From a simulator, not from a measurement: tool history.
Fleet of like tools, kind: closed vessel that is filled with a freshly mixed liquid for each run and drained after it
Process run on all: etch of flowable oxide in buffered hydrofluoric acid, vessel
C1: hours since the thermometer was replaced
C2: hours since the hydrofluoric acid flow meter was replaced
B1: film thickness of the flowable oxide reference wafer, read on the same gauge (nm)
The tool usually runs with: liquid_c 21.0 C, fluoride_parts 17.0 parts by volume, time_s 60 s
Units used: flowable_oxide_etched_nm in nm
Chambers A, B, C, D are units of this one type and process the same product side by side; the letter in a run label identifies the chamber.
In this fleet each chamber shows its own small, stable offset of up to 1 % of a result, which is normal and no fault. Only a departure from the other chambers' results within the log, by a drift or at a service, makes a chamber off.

Run 1A, hour 7.4: usual settings; C1 740.0; C2 432.4; B1 90.020. Result: flowable_oxide_etched_nm 127.650 nm.
Run 2D, hour 13.0: usual settings; C1 452.5; C2 93.8; B1 90.014. Result: flowable_oxide_etched_nm 130.890 nm.
Run 3C, hour 24.7: usual settings; C1 958.7; C2 1106.5; B1 89.986. Result: flowable_oxide_etched_nm 133.760 nm.
Run 4B, hour 36.1: usual settings; C1 2529.2; C2 593.4; B1 89.987. Result: flowable_oxide_etched_nm 130.460 nm.
Run 5D, hour 46.7: usual settings; C1 486.2; C2 127.5; B1 90.000. Result: flowable_oxide_etched_nm 133.450 nm.
Run 6C, hour 56.9: usual settings; C1 990.9; C2 1138.7; B1 89.983. Result: flowable_oxide_etched_nm 133.300 nm.
Run 7A, hour 65.8: usual settings; C1 798.4; C2 490.8; B1 89.999. Result: flowable_oxide_etched_nm 132.700 nm.
Run 8B, hour 71.5: usual settings; C1 2564.6; C2 628.8; B1 89.997. Result: flowable_oxide_etched_nm 131.890 nm.
Run 9A, hour 81.4: usual settings; C1 814.0; C2 506.4; B1 90.002. Result: flowable_oxide_etched_nm 130.340 nm.
Run 10C, hour 88.1: usual settings; C1 1022.1; C2 1169.9; B1 89.965. Result: flowable_oxide_etched_nm 131.070 nm.
Run 11D, hour 98.5: usual settings; C1 538.0; C2 179.3; B1 89.983. Result: flowable_oxide_etched_nm 132.860 nm.
Run 12B, hour 104.4: usual settings but liquid_c 23.5 C, fluoride_parts 14.5 parts by volume; C1 2597.5; C2 661.7; B1 89.987. Result: flowable_oxide_etched_nm 173.210 nm.
Run 13D, hour 110.8: usual settings but liquid_c 23.5 C, fluoride_parts 14.5 parts by volume; C1 550.3; C2 191.6; B1 90.014. Result: flowable_oxide_etched_nm 179.210 nm.
At hour 111.0: chamber C: thermometer replaced.
Run 14B, hour 116.4: usual settings but liquid_c 23.5 C, fluoride_parts 14.5 parts by volume; C1 2609.5; C2 673.7; B1 90.037. Result: flowable_oxide_etched_nm 177.190 nm.
Run 15A, hour 122.0: usual settings but liquid_c 23.5 C, fluoride_parts 14.5 parts by volume; C1 854.6; C2 547.0; B1 89.959. Result: flowable_oxide_etched_nm 175.950 nm.
At hour 132.0: chamber B: thermometer replaced.
Run 16C, hour 133.8: usual settings; C1 22.9; C2 1215.6; B1 90.018. Result: flowable_oxide_etched_nm 126.360 nm.
Run 17B, hour 146.4: usual settings; C1 14.4; C2 703.7; B1 89.973. Result: flowable_oxide_etched_nm 130.850 nm.
Run 18C, hour 155.0: usual settings; C1 44.1; C2 1236.8; B1 89.972. Result: flowable_oxide_etched_nm 122.370 nm.
Run 19D, hour 163.9: usual settings; C1 603.4; C2 244.7; B1 89.978. Result: flowable_oxide_etched_nm 130.530 nm.
At hour 169.3: chamber B: hydrofluoric acid flow meter replaced.
Run 20A, hour 173.0: usual settings but fluoride_parts 14.5 parts by volume, time_s 35 s; C1 905.6; C2 598.0; B1 89.972. Result: flowable_oxide_etched_nm 89.688 nm.
Run 21D, hour 183.6: usual settings but fluoride_parts 14.5 parts by volume, time_s 35 s; C1 623.1; C2 264.4; B1 90.005. Result: flowable_oxide_etched_nm 89.564 nm.
At hour 188.4: chamber D: thermometer replaced.
Run 22B, hour 193.1: usual settings but fluoride_parts 14.5 parts by volume, time_s 35 s; C1 61.1; C2 23.8; B1 89.981. Result: flowable_oxide_etched_nm 89.950 nm.
Run 23A, hour 203.0: usual settings but fluoride_parts 14.5 parts by volume, time_s 35 s; C1 935.6; C2 628.0; B1 89.979. Result: flowable_oxide_etched_nm 90.345 nm.
Run 24C, hour 212.0: usual settings but fluoride_parts 24.0 parts by volume, time_s 30 s; C1 101.1; C2 1293.8; B1 90.026. Result: flowable_oxide_etched_nm 46.250 nm.
Run 25D, hour 224.6: usual settings but fluoride_parts 24.0 parts by volume, time_s 30 s; C1 36.3; C2 305.4; B1 90.009. Result: flowable_oxide_etched_nm 49.460 nm.

Each of the 4 chambers runs these same settings next. Fill in every chamber's results:
Run 26A, hour 233.8: usual settings but fluoride_parts 20.0 parts by volume. Result: flowable_oxide_etched_nm ?.
Run 26B, hour 233.8: usual settings but fluoride_parts 20.0 parts by volume. Result: flowable_oxide_etched_nm ?.
Run 26C, hour 233.8: usual settings but fluoride_parts 20.0 parts by volume. Result: flowable_oxide_etched_nm ?.
Run 26D, hour 233.8: usual settings but fluoride_parts 20.0 parts by volume. Result: flowable_oxide_etched_nm ?.

run  flowable_oxide_etched_nm
26A                   111.000
26B                   113.730
26C                   102.720
26D                   112.350
